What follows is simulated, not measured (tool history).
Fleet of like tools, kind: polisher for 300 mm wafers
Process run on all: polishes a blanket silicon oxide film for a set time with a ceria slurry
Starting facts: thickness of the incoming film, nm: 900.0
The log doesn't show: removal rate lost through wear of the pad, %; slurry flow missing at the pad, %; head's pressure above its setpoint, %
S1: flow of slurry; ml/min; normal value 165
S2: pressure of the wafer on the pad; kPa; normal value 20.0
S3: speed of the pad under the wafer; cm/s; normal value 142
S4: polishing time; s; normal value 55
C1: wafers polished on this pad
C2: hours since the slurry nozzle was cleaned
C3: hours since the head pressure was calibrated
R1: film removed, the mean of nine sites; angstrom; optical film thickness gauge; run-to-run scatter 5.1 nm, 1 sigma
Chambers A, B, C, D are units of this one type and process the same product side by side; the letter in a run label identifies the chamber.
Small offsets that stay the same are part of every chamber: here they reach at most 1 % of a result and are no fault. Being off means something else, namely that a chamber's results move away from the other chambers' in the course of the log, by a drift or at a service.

run 1C day=0.467 | S1=165 S2=20.0 S3=142 S4=55 | C1=967 C2=666.5 C3=753.0 | R1=3800.2
-- day=0.554 chamber A: worn pad replaced by a new one
run 2D day=0.838 | S1=165 S2=20.0 S3=142 S4=55 | C1=587 C2=99.6 C3=857.0 | R1=3773.1
-- day=1.238 chamber C: worn pad replaced by a new one
run 3A day=1.400 | S1=165 S2=20.0 S3=142 S4=55 | C1=330 C2=248.2 C3=35.4 | R1=3809.6
-- day=1.575 chamber C: slurry nozzle cleaned
run 4B day=1.758 | S1=165 S2=20.0 S3=142 S4=55 | C1=1203 C2=316.6 C3=342.7 | R1=3763.3
run 5D day=2.071 | S1=165 S2=20.0 S3=142 S4=55 | C1=1068 C2=129.2 C3=886.6 | R1=3724.9
-- day=2.262 chamber D: worn pad replaced by a new one
run 6B day=2.392 | S1=165 S2=20.0 S3=142 S4=55 | C1=1450 C2=331.8 C3=357.9 | R1=3723.3
run 7A day=2.846 | S1=165 S2=20.0 S3=142 S4=55 | C1=894 C2=282.9 C3=70.1 | R1=3800.4
run 8C day=3.225 | S1=165 S2=20.0 S3=142 S4=55 | C1=776 C2=39.7 C3=819.2 | R1=3787.0
run 9D day=3.488 | S1=105 S2=14.5 S3=142 S4=55 | C1=478 C2=163.2 C3=920.6 | R1=2535.0
-- day=3.683 chamber A: worn pad replaced by a new one
-- day=3.758 chamber C: worn pad replaced by a new one
run 10A day=3.908 | S1=105 S2=14.5 S3=142 S4=55 | C1=88 C2=308.4 C3=95.6 | R1=2517.5
run 11C day=4.421 | S1=105 S2=14.5 S3=142 S4=55 | C1=259 C2=68.4 C3=847.9 | R1=2581.6
run 12B day=4.675 | S1=105 S2=14.5 S3=142 S4=55 | C1=2341 C2=386.6 C3=412.7 | R1=2500.7
-- day=4.892 chamber D: worn pad replaced by a new one
run 13B day=5.079 | S1=165 S2=20.0 S3=142 S4=55 | C1=2499 C2=396.3 C3=422.4 | R1=3808.1
run 14D day=5.529 | S1=165 S2=20.0 S3=142 S4=55 | C1=249 C2=212.2 C3=969.6 | R1=3845.6
run 15C day=5.812 | S1=165 S2=20.0 S3=142 S4=55 | C1=802 C2=101.8 C3=881.3 | R1=3809.0
run 16A day=6.146 | S1=165 S2=20.0 S3=142 S4=55 | C1=961 C2=362.1 C3=149.3 | R1=3782.1
-- day=6.171 chamber A: worn pad replaced by a new one
-- day=6.467 chamber C: worn pad replaced by a new one
run 17B day=6.604 | S1=165 S2=26.2 S3=142 S4=55 | C1=3094 C2=432.9 C3=459.0 | R1=4899.7
run 18A day=6.917 | S1=165 S2=26.2 S3=142 S4=55 | C1=292 C2=380.6 C3=167.8 | R1=5088.5
run 19D day=7.217 | S1=165 S2=26.2 S3=142 S4=55 | C1=908 C2=252.7 C3=1010.1 | R1=4938.9
run 20C day=7.771 | S1=165 S2=26.2 S3=142 S4=55 | C1=509 C2=148.8 C3=928.3 | R1=5006.3
-- day=7.875 chamber D: worn pad replaced by a new one
run 21B day=8.271 | S1=165 S2=17.9 S3=142 S4=55 | C1=3744 C2=472.9 C3=499.0 | R1=3356.4
run 22D day=8.688 | S1=165 S2=17.9 S3=142 S4=55 | C1=318 C2=288.0 C3=1045.4 | R1=3465.3
-- day=9.029 chamber A: worn pad replaced by a new one
run 23A day=9.079 | S1=165 S2=17.9 S3=142 S4=55 | C1=20 C2=432.5 C3=219.7 | R1=3492.7
-- day=9.088 chamber C: worn pad replaced by a new one
run 24C day=9.596 | S1=165 S2=17.9 S3=142 S4=55 | C1=199 C2=192.6 C3=972.1 | R1=3412.9
-- day=10.150 chamber B: slurry nozzle cleaned
run 25A day=10.154 | S1=165 S2=20.0 S3=142 S4=55 | C1=440 C2=458.3 C3=245.5 | R1=3776.1
run 26C day=10.725 | S1=165 S2=20.0 S3=142 S4=55 | C1=640 C2=219.7 C3=999.2 | R1=3815.8
-- day=10.796 chamber D: worn pad replaced by a new one
run 27B day=11.208 | S1=165 S2=20.0 S3=142 S4=55 | C1=4890 C2=25.4 C3=569.5 | R1=3641.4
run 28D day=11.642 | S1=165 S2=20.0 S3=142 S4=55 | C1=330 C2=358.9 C3=1116.3 | R1=3855.9
-- day=11.646 chamber D: head pressure recalibrated
-- day=11.871 chamber C: worn pad replaced by a new one
run 29A day=11.971 | S1=165 S2=15.2 S3=142 S4=68 | C1=1149 C2=501.9 C3=289.1 | R1=3586.4
-- day=12.367 chamber A: worn pad replaced by a new one
run 30D day=12.496 | S1=165 S2=15.2 S3=142 S4=68 | C1=664 C2=379.4 C3=20.4 | R1=3665.5
run 31C day=12.938 | S1=165 S2=15.2 S3=142 S4=68 | C1=417 C2=272.8 C3=1052.3 | R1=3601.0
run 32B day=13.358 | S1=165 S2=15.2 S3=142 S4=68 | C1=5729 C2=77.0 C3=621.1 | R1=3358.3
run 33C day=13.733 | S1=165 S2=20.0 S3=142 S4=55 | C1=727 C2=291.9 C3=1071.4 | R1=3768.1
run 34A day=14.104 | S1=165 S2=20.0 S3=142 S4=55 | C1=679 C2=553.1 C3=340.3 | R1=3783.0
run 35B day=14.533 | S1=165 S2=20.0 S3=142 S4=55 | C1=6188 C2=105.2 C3=649.3 | R1=3550.8

The same settings go to every chamber for the next run, one line per chamber below. Forecast the results for each:
run 36A day=14.946 | S1=165 S2=17.2 S3=142 S4=55 | R1=?
run 36B day=14.946 | S1=165 S2=17.2 S3=142 S4=55 | R1=?
run 36C day=14.946 | S1=165 S2=17.2 S3=142 S4=55 | R1=?
run 36D day=14.946 | S1=165 S2=17.2 S3=142 S4=55 | R1=?

run=36A R1=3223.6
run=36B R1=3045.2
run=36C R1=3340.1
run=36D R1=3350.1

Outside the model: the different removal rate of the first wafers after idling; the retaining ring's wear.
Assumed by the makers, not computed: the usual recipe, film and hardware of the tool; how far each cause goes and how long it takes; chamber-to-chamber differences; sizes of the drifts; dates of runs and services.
